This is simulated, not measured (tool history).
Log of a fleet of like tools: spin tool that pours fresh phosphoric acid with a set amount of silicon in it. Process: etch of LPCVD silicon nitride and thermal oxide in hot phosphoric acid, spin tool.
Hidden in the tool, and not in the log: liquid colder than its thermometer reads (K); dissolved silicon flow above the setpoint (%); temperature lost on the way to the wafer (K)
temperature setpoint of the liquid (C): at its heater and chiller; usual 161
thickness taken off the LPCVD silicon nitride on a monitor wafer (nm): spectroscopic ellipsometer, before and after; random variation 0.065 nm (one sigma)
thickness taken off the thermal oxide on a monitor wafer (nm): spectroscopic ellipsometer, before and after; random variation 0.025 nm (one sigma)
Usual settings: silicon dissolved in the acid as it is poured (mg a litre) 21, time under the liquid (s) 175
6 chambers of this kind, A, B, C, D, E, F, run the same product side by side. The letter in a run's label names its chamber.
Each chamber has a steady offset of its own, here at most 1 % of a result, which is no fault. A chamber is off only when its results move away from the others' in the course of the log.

| run | hour | temperature setpoint of the liquid (C) | silicon dissolved in the acid as it is poured (mg a litre) | time under the liquid (s) | hours since the thermometer was replaced | hours since the dissolved silicon flow meter was replaced | hours since the heated supply line was repaired | read-back film thickness of the LPCVD silicon nitride reference wafer, read on the same gauge (nm) | read-back film thickness of the thermal oxide reference wafer, read on the same gauge (nm) | thickness taken off the LPCVD silicon nitride on a monitor wafer (nm) | thickness taken off the thermal oxide on a monitor wafer (nm) |
|---|---|---|---|---|---|---|---|---|---|---|---|
| 1E | 4.9 | 161 | 21 | 175 | 167.3 | 1505.2 | 1409.6 | 49.993 | 79.979 | 14.804 | 0.31141 |
| 2B | 10.4 | 161 | 21 | 175 | 402.1 | 251.4 | 679.9 | 49.969 | 80.02 | 14.772 | 0.30983 |
| 3F | 15.6 | 161 | 21 | 175 | 877.4 | 1037.4 | 170 | 50.02 | 79.999 | 14.613 | 0.29049 |
| 4C | 20.7 | 161 | 21 | 175 | 1533.6 | 767.1 | 891.2 | 50.005 | 80.029 | 14.658 | 0.27064 |
| 5D | 26.1 | 158.5 | 21 | 175 | 500.6 | 499.4 | 1530.5 | 50.003 | 79.987 | 13.426 | 0.27469 |
| 6A | 32.1 | 158.5 | 21 | 175 | 257.4 | 538.3 | 719.2 | 50.011 | 80.02 | 13.515 | 0.26473 |
| 7C | 38.7 | 158.5 | 21 | 175 | 1551.6 | 785.1 | 909.2 | 49.992 | 80.046 | 13.356 | 0.28067 |
|  | 41.3 | chamber D: dissolved silicon flow meter replaced |
| 8F | 44.7 | 158.5 | 21 | 175 | 906.5 | 1066.5 | 199.1 | 50.006 | 79.977 | 13.471 | 0.29332 |
| 9E | 49 | 158.5 | 21 | 175 | 211.4 | 1549.3 | 1453.7 | 50.033 | 80.027 | 13.667 | 0.24993 |
| 10A | 52.4 | 158.5 | 21 | 175 | 277.7 | 558.6 | 739.5 | 50.031 | 79.983 | 13.336 | 0.2602 |
| 11B | 58.3 | 161 | 21 | 175 | 450 | 299.3 | 727.8 | 50.004 | 79.959 | 14.824 | 0.34884 |
| 12D | 63.5 | 161 | 21 | 90 | 538 | 22.2 | 1567.9 | 49.988 | 80.017 | 7.5264 | 0.17789 |
| 13F | 68 | 161 | 21 | 90 | 929.8 | 1089.8 | 222.4 | 50.024 | 79.977 | 7.5387 | 0.15274 |
| 14B | 74.8 | 161 | 21 | 90 | 466.5 | 315.8 | 744.3 | 50.006 | 79.982 | 7.6034 | 0.12758 |
| 15D | 78.4 | 161 | 21 | 90 | 552.9 | 37.1 | 1582.8 | 50.065 | 80.04 | 7.5265 | 0.17586 |
| 16E | 85.8 | 161 | 21 | 90 | 248.2 | 1586.1 | 1490.5 | 49.992 | 80.017 | 7.5846 | 0.15136 |
| 17A | 90 | 161 | 21 | 90 | 315.3 | 596.2 | 777.1 | 50.02 | 79.985 | 7.5199 | 0.16899 |
| 18C | 97 | 161 | 21 | 175 | 1609.9 | 843.4 | 967.5 | 49.991 | 80 | 14.739 | 0.32466 |
| 19C | 100.2 | 161 | 21 | 175 | 1613.1 | 846.6 | 970.7 | 50.003 | 80.006 | 14.57 | 0.28732 |
| 20D | 104.8 | 161 | 21 | 175 | 579.3 | 63.5 | 1609.2 | 49.953 | 79.98 | 14.761 | 0.30716 |
| 21F | 110.5 | 161 | 21 | 175 | 972.3 | 1132.3 | 264.9 | 49.944 | 80.037 | 14.71 | 0.32668 |
| 22A | 115 | 161 | 21 | 175 | 340.3 | 621.2 | 802.1 | 49.988 | 80.06 | 14.615 | 0.31636 |
| 23E | 120.7 | 161 | 21 | 175 | 283.1 | 1621 | 1525.4 | 49.999 | 79.948 | 14.777 | 0.31967 |
|  | 124.2 | chamber D: thermometer replaced |
| 24B | 128.1 | 161 | 21 | 175 | 519.8 | 369.1 | 797.6 | 49.945 | 80.023 | 14.715 | 0.32675 |
| 25F | 135.3 | 161 | 21 | 175 | 997.1 | 1157.1 | 289.7 | 49.943 | 80.018 | 14.554 | 0.31813 |
| 26C | 140 | 161 | 21 | 175 | 1652.9 | 886.4 | 1010.5 | 50.006 | 80.001 | 14.534 | 0.31975 |
| 27A | 147.3 | 162.5 | 21 | 175 | 372.6 | 653.5 | 834.4 | 49.971 | 79.991 | 15.304 | 0.37819 |
| 28D | 154.2 | 162.5 | 21 | 175 | 30 | 112.9 | 1658.6 | 49.981 | 80.007 | 15.364 | 0.37106 |
| 29E | 160.6 | 162.5 | 21 | 175 | 323 | 1660.9 | 1565.3 | 50.022 | 79.961 | 15.559 | 0.32289 |
| 30B | 165.3 | 162.5 | 21 | 175 | 557 | 406.3 | 834.8 | 49.963 | 80.058 | 15.476 | 0.36694 |
| 31F | 169.7 | 162.5 | 21 | 175 | 1031.5 | 1191.5 | 324.1 | 49.974 | 80.031 | 15.308 | 0.34821 |
| 32B | 174.7 | 162.5 | 21 | 175 | 566.4 | 415.7 | 844.2 | 49.959 | 79.995 | 15.599 | 0.33052 |
| 33D | 181.5 | 159 | 21 | 175 | 57.3 | 140.2 | 1685.9 | 49.98 | 80.002 | 13.755 | 0.29907 |
| 34C | 187.5 | 159 | 21 | 175 | 1700.4 | 933.9 | 1058 | 50.017 | 79.999 | 13.673 | 0.3114 |
| 35E | 195 | 159 | 21 | 175 | 357.4 | 1695.3 | 1599.7 | 50.009 | 80.011 | 13.77 | 0.28881 |
| 36A | 200.7 | 159 | 21 | 175 | 426 | 706.9 | 887.8 | 49.983 | 79.984 | 13.726 | 0.2951 |
| 37D | 205.5 | 159 | 21 | 175 | 81.3 | 164.2 | 1709.9 | 49.961 | 79.98 | 13.609 | 0.28147 |
| 38E | 212.9 | 159 | 21 | 175 | 375.3 | 1713.2 | 1617.6 | 50.023 | 80.023 | 13.905 | 0.27847 |
| 39C | 218.6 | 161 | 21 | 175 | 1731.5 | 965 | 1089.1 | 50.018 | 80.055 | 14.612 | 0.38566 |
| 40B | 222.9 | 161 | 21 | 175 | 614.6 | 463.9 | 892.4 | 49.995 | 80.017 | 14.8 | 0.32907 |

Next, every chamber runs the same settings. What will each give?
| 41A | 228.3 | 161 | 8 | 175 |  |  |  |  |  | ? | ? |
| 41B | 228.3 | 161 | 8 | 175 |  |  |  |  |  | ? | ? |
| 41C | 228.3 | 161 | 8 | 175 |  |  |  |  |  | ? | ? |
| 41D | 228.3 | 161 | 8 | 175 |  |  |  |  |  | ? | ? |
| 41E | 228.3 | 161 | 8 | 175 |  |  |  |  |  | ? | ? |
| 41F | 228.3 | 161 | 8 | 175 |  |  |  |  |  | ? | ? |

| run | thickness taken off the LPCVD silicon nitride on a monitor wafer (nm) | thickness taken off the thermal oxide on a monitor wafer (nm) |
|---|---|---|
| 41A | 14.683 | 0.50148 |
| 41B | 14.805 | 0.36985 |
| 41C | 14.621 | 0.48459 |
| 41D | 14.665 | 0.43652 |
| 41E | 14.902 | 0.46009 |
| 41F | 14.586 | 0.41105 |

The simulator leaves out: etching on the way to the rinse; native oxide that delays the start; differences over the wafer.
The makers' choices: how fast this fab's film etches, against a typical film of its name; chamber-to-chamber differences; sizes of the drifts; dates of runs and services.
